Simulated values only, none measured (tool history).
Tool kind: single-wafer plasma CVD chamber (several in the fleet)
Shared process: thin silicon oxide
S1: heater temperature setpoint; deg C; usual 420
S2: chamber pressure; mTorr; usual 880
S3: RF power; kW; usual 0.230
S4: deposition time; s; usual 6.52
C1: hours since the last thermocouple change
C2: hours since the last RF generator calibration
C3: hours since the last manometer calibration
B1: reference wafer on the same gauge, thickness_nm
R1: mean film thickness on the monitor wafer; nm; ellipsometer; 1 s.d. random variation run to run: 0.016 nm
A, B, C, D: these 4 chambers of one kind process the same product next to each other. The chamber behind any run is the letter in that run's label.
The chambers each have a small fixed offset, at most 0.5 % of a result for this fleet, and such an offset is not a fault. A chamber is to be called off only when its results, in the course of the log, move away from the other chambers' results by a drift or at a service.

| run | hour | S1 | S2 | S3 | S4 | C1 | C2 | C3 | B1 | R1 |
|---|---|---|---|---|---|---|---|---|---|---|
|  | 6.0 | chamber B: capacitance manometer re-zeroed and calibrated |
| 1C | 7.6 | 420 | 880 | 0.230 | 6.52 | 1716.7 | 2203.0 | 1548.5 | 10.500 | 11.3930 |
| 2A | 11.8 | 420 | 880 | 0.230 | 6.52 | 1587.1 | 1428.0 | 1951.2 | 10.503 | 11.5020 |
| 3D | 20.1 | 420 | 880 | 0.230 | 6.52 | 2106.5 | 945.5 | 729.1 | 10.507 | 11.4610 |
| 4B | 27.0 | 420 | 880 | 0.230 | 6.52 | 590.4 | 204.6 | 21.0 | 10.507 | 11.4120 |
| 5A | 35.3 | 420 | 880 | 0.230 | 6.52 | 1610.6 | 1451.5 | 1974.7 | 10.511 | 11.4910 |
| 6C | 44.4 | 434 | 880 | 0.260 | 6.52 | 1753.5 | 2239.8 | 1585.3 | 10.510 | 11.9900 |
| 7B | 48.8 | 434 | 880 | 0.260 | 6.52 | 612.2 | 226.4 | 42.8 | 10.511 | 11.9140 |
| 8D | 53.1 | 434 | 880 | 0.260 | 6.52 | 2139.5 | 978.5 | 762.1 | 10.516 | 12.0060 |
| 9A | 58.9 | 434 | 880 | 0.260 | 6.52 | 1634.2 | 1475.1 | 1998.3 | 10.513 | 12.0400 |
| 10B | 66.6 | 420 | 1082 | 0.230 | 6.52 | 630.0 | 244.2 | 60.6 | 10.514 | 13.3540 |
| 11C | 74.3 | 420 | 1082 | 0.230 | 6.52 | 1783.4 | 2269.7 | 1615.2 | 10.522 | 13.3720 |
| 12D | 82.9 | 420 | 1082 | 0.230 | 6.52 | 2169.3 | 1008.3 | 791.9 | 10.518 | 13.3630 |
| 13B | 90.9 | 420 | 1082 | 0.230 | 6.52 | 654.3 | 268.5 | 84.9 | 10.521 | 13.3690 |
| 14A | 99.8 | 420 | 880 | 0.230 | 6.52 | 1675.1 | 1516.0 | 2039.2 | 10.520 | 11.4970 |
| 15D | 104.8 | 420 | 880 | 0.230 | 6.52 | 2191.2 | 1030.2 | 813.8 | 10.527 | 11.4940 |
| 16C | 109.7 | 420 | 880 | 0.210 | 6.52 | 1818.8 | 2305.1 | 1650.6 | 10.525 | 10.9750 |
| 17B | 114.4 | 420 | 880 | 0.210 | 6.52 | 677.8 | 292.0 | 108.4 | 10.526 | 10.9550 |
| 18D | 119.4 | 420 | 880 | 0.210 | 6.52 | 2205.8 | 1044.8 | 828.4 | 10.525 | 10.9660 |
| 19C | 123.6 | 420 | 880 | 0.210 | 6.52 | 1832.7 | 2319.0 | 1664.5 | 10.528 | 10.9660 |
| 20A | 128.0 | 420 | 880 | 0.230 | 6.52 | 1703.3 | 1544.2 | 2067.4 | 10.527 | 11.5360 |
| 21D | 134.5 | 420 | 880 | 0.230 | 6.52 | 2220.9 | 1059.9 | 843.5 | 10.530 | 11.4690 |
| 22C | 141.7 | 420 | 880 | 0.230 | 6.52 | 1850.8 | 2337.1 | 1682.6 | 10.536 | 11.4450 |
| 23A | 147.7 | 420 | 880 | 0.230 | 6.52 | 1723.0 | 1563.9 | 2087.1 | 10.534 | 11.5410 |
| 24B | 152.0 | 420 | 880 | 0.230 | 6.52 | 715.4 | 329.6 | 146.0 | 10.536 | 11.4420 |
|  | 152.5 | chamber A: RF generator calibrated |
| 25C | 156.1 | 420 | 880 | 0.230 | 6.52 | 1865.2 | 2351.5 | 1697.0 | 10.537 | 11.4390 |
| 26B | 164.6 | 420 | 880 | 0.230 | 6.52 | 728.0 | 342.2 | 158.6 | 10.540 | 11.4210 |
| 27A | 171.0 | 420 | 880 | 0.230 | 6.52 | 1746.3 | 18.5 | 2110.4 | 10.541 | 11.5520 |
| 28D | 179.4 | 420 | 736 | 0.230 | 6.52 | 2265.8 | 1104.8 | 888.4 | 10.543 | 9.7595 |
| 29C | 188.5 | 420 | 736 | 0.230 | 6.52 | 1897.6 | 2383.9 | 1729.4 | 10.547 | 9.6945 |
| 30A | 197.7 | 420 | 736 | 0.230 | 6.52 | 1773.0 | 45.2 | 2137.1 | 10.550 | 9.7712 |
| 31D | 205.7 | 420 | 736 | 0.230 | 6.52 | 2292.1 | 1131.1 | 914.7 | 10.548 | 9.7799 |
| 32B | 210.6 | 420 | 880 | 0.230 | 6.52 | 774.0 | 388.2 | 204.6 | 10.549 | 11.4630 |
| 33B | 217.3 | 420 | 880 | 0.230 | 6.52 | 780.7 | 394.9 | 211.3 | 10.548 | 11.4240 |
|  | 219.2 | chamber C: capacitance manometer re-zeroed and calibrated |
| 34D | 221.8 | 420 | 880 | 0.230 | 6.52 | 2308.2 | 1147.2 | 930.8 | 10.551 | 11.4880 |
| 35A | 228.4 | 420 | 880 | 0.230 | 6.52 | 1803.7 | 75.9 | 2167.8 | 10.552 | 11.5430 |
| 36C | 234.8 | 420 | 880 | 0.230 | 6.52 | 1943.9 | 2430.2 | 15.7 | 10.555 | 11.4490 |
| 37B | 239.9 | 420 | 757 | 0.230 | 5.96 | 803.3 | 417.5 | 233.9 | 10.556 | 9.1118 |
| 38C | 244.5 | 420 | 757 | 0.230 | 5.96 | 1953.6 | 2439.9 | 25.4 | 10.555 | 9.1225 |
| 39A | 250.0 | 420 | 757 | 0.230 | 5.96 | 1825.3 | 97.5 | 2189.4 | 10.560 | 9.2303 |

Decide between three cases: one chamber stands off from its peers, the gauge reading all wafers drifts, or nothing is wrong past each chamber's small offset. Where a chamber is off, say which and what most likely put it there.

None of the chambers is off. What moves is the gauge, dragging all their readings along together.
Cause: gauge reads high (%) = 0.575.
